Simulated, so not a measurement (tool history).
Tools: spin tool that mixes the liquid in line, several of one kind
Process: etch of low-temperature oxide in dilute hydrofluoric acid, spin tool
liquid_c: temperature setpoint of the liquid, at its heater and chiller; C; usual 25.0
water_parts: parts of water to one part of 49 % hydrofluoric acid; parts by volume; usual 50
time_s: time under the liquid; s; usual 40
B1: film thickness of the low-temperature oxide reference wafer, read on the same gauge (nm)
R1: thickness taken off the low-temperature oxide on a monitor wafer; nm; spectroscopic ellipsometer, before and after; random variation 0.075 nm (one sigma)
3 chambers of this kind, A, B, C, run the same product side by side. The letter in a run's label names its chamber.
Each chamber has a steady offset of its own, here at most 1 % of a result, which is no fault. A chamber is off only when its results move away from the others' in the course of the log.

{"run": "1A", "day": 0.15, "liquid_c": 25.0, "water_parts": 50, "time_s": 40, "B1": 79.982, "R1": 9.5301}
{"run": "2C", "day": 0.3, "liquid_c": 25.0, "water_parts": 50, "time_s": 40, "B1": 79.955, "R1": 9.7111}
{"run": "3B", "day": 0.512, "liquid_c": 25.0, "water_parts": 50, "time_s": 40, "B1": 80.015, "R1": 9.7168}
{"run": "4A", "day": 0.717, "liquid_c": 25.0, "water_parts": 50, "time_s": 40, "B1": 79.973, "R1": 9.6512}
{"run": "5B", "day": 0.825, "liquid_c": 25.0, "water_parts": 70, "time_s": 25, "B1": 80.004, "R1": 4.2202}
{"run": "6C", "day": 0.958, "liquid_c": 25.0, "water_parts": 70, "time_s": 25, "B1": 79.983, "R1": 4.16}
{"run": "7B", "day": 1.133, "liquid_c": 25.0, "water_parts": 70, "time_s": 25, "B1": 80.02, "R1": 4.2549}
{"run": "8C", "day": 1.246, "liquid_c": 25.0, "water_parts": 50, "time_s": 40, "B1": 79.979, "R1": 9.6828}
{"run": "9A", "day": 1.371, "liquid_c": 25.0, "water_parts": 50, "time_s": 40, "B1": 79.967, "R1": 9.4727}
{"run": "10C", "day": 1.479, "liquid_c": 25.0, "water_parts": 50, "time_s": 40, "B1": 79.962, "R1": 9.6855}
{"run": "11B", "day": 1.696, "liquid_c": 25.0, "water_parts": 50, "time_s": 40, "B1": 79.979, "R1": 9.5655}
{"run": "12A", "day": 1.871, "liquid_c": 25.0, "water_parts": 50, "time_s": 40, "B1": 80.006, "R1": 9.5827}
{"run": "13C", "day": 2.029, "liquid_c": 25.0, "water_parts": 50, "time_s": 40, "B1": 80.029, "R1": 9.7076}
{"run": "14B", "day": 2.188, "liquid_c": 25.0, "water_parts": 50, "time_s": 40, "B1": 80.036, "R1": 9.4641}
{"run": "15A", "day": 2.342, "liquid_c": 25.0, "water_parts": 50, "time_s": 40, "B1": 79.999, "R1": 9.5398}
{"run": "16C", "day": 2.488, "liquid_c": 25.0, "water_parts": 50, "time_s": 40, "B1": 79.994, "R1": 9.805}
{"run": "17A", "day": 2.608, "liquid_c": 25.0, "water_parts": 50, "time_s": 40, "B1": 80.027, "R1": 9.6826}
{"run": "18B", "day": 2.746, "liquid_c": 21.5, "water_parts": 50, "time_s": 55, "B1": 80.014, "R1": 11.131}
{"run": "19A", "day": 2.875, "liquid_c": 21.5, "water_parts": 50, "time_s": 55, "B1": 80.005, "R1": 11.521}
{"run": "20B", "day": 3.092, "liquid_c": 21.5, "water_parts": 50, "time_s": 55, "B1": 79.99, "R1": 11.0}
{"run": "21C", "day": 3.3, "liquid_c": 25.0, "water_parts": 50, "time_s": 40, "B1": 80.016, "R1": 9.6833}
{"day": 3.358, "done": "chamber B: thermometer replaced"}
{"run": "22B", "day": 3.462, "liquid_c": 25.0, "water_parts": 40, "time_s": 40, "B1": 80.003, "R1": 11.832}
{"run": "23C", "day": 3.562, "liquid_c": 25.0, "water_parts": 40, "time_s": 40, "B1": 80.012, "R1": 12.482}
{"run": "24A", "day": 3.717, "liquid_c": 25.0, "water_parts": 40, "time_s": 40, "B1": 80.056, "R1": 12.033}
{"run": "25C", "day": 3.925, "liquid_c": 25.0, "water_parts": 50, "time_s": 40, "B1": 79.985, "R1": 9.6869}
{"run": "26B", "day": 4.092, "liquid_c": 25.0, "water_parts": 50, "time_s": 40, "B1": 80.018, "R1": 9.058}
{"run": "27A", "day": 4.292, "liquid_c": 21.5, "water_parts": 50, "time_s": 55, "B1": 80.011, "R1": 11.292}
{"run": "28A", "day": 4.467, "liquid_c": 21.5, "water_parts": 50, "time_s": 55, "B1": 80.012, "R1": 11.232}
{"run": "29C", "day": 4.629, "liquid_c": 21.5, "water_parts": 50, "time_s": 55, "B1": 80.018, "R1": 11.71}
{"run": "30B", "day": 4.767, "liquid_c": 25.0, "water_parts": 50, "time_s": 40, "B1": 80.015, "R1": 9.0157}

What goes on in this fleet: one chamber off, a drifting gauge, or nothing beyond the chambers' own small offsets? Name the chamber and the cause, if any.

Chamber B drifts away from the others.
Cause: hydrofluoric acid flow below the setpoint (%) = 7.37.

Here are 4 candidates for chamber B's next run, each the usual settings with a change, their results left as question marks. Which one brings its results back in line with what the others give on the usual settings?
In line means no further than this from the other chambers' mean on the usual settings: R1 0.2600 nm
{"run": "31B-1", "day": 4.921, "liquid_c": 25.5, "water_parts": 50, "time_s": 45, "R1": "?"}
{"run": "31B-2", "day": 4.921, "liquid_c": 23.0, "water_parts": 50, "time_s": 40, "R1": "?"}
{"run": "31B-3", "day": 4.921, "liquid_c": 25.0, "water_parts": 50, "time_s": 35, "R1": "?"}
{"run": "31B-4", "day": 4.921, "liquid_c": 27.0, "water_parts": 50, "time_s": 40, "R1": "?"}

The other chambers' mean on the usual settings: R1 9.6630 nm
run=31B-1 R1=10.2140
run=31B-2 R1=8.1954
run=31B-3 R1=7.7842
run=31B-4 R1=9.6443
31B-4 brings the chamber back in line.

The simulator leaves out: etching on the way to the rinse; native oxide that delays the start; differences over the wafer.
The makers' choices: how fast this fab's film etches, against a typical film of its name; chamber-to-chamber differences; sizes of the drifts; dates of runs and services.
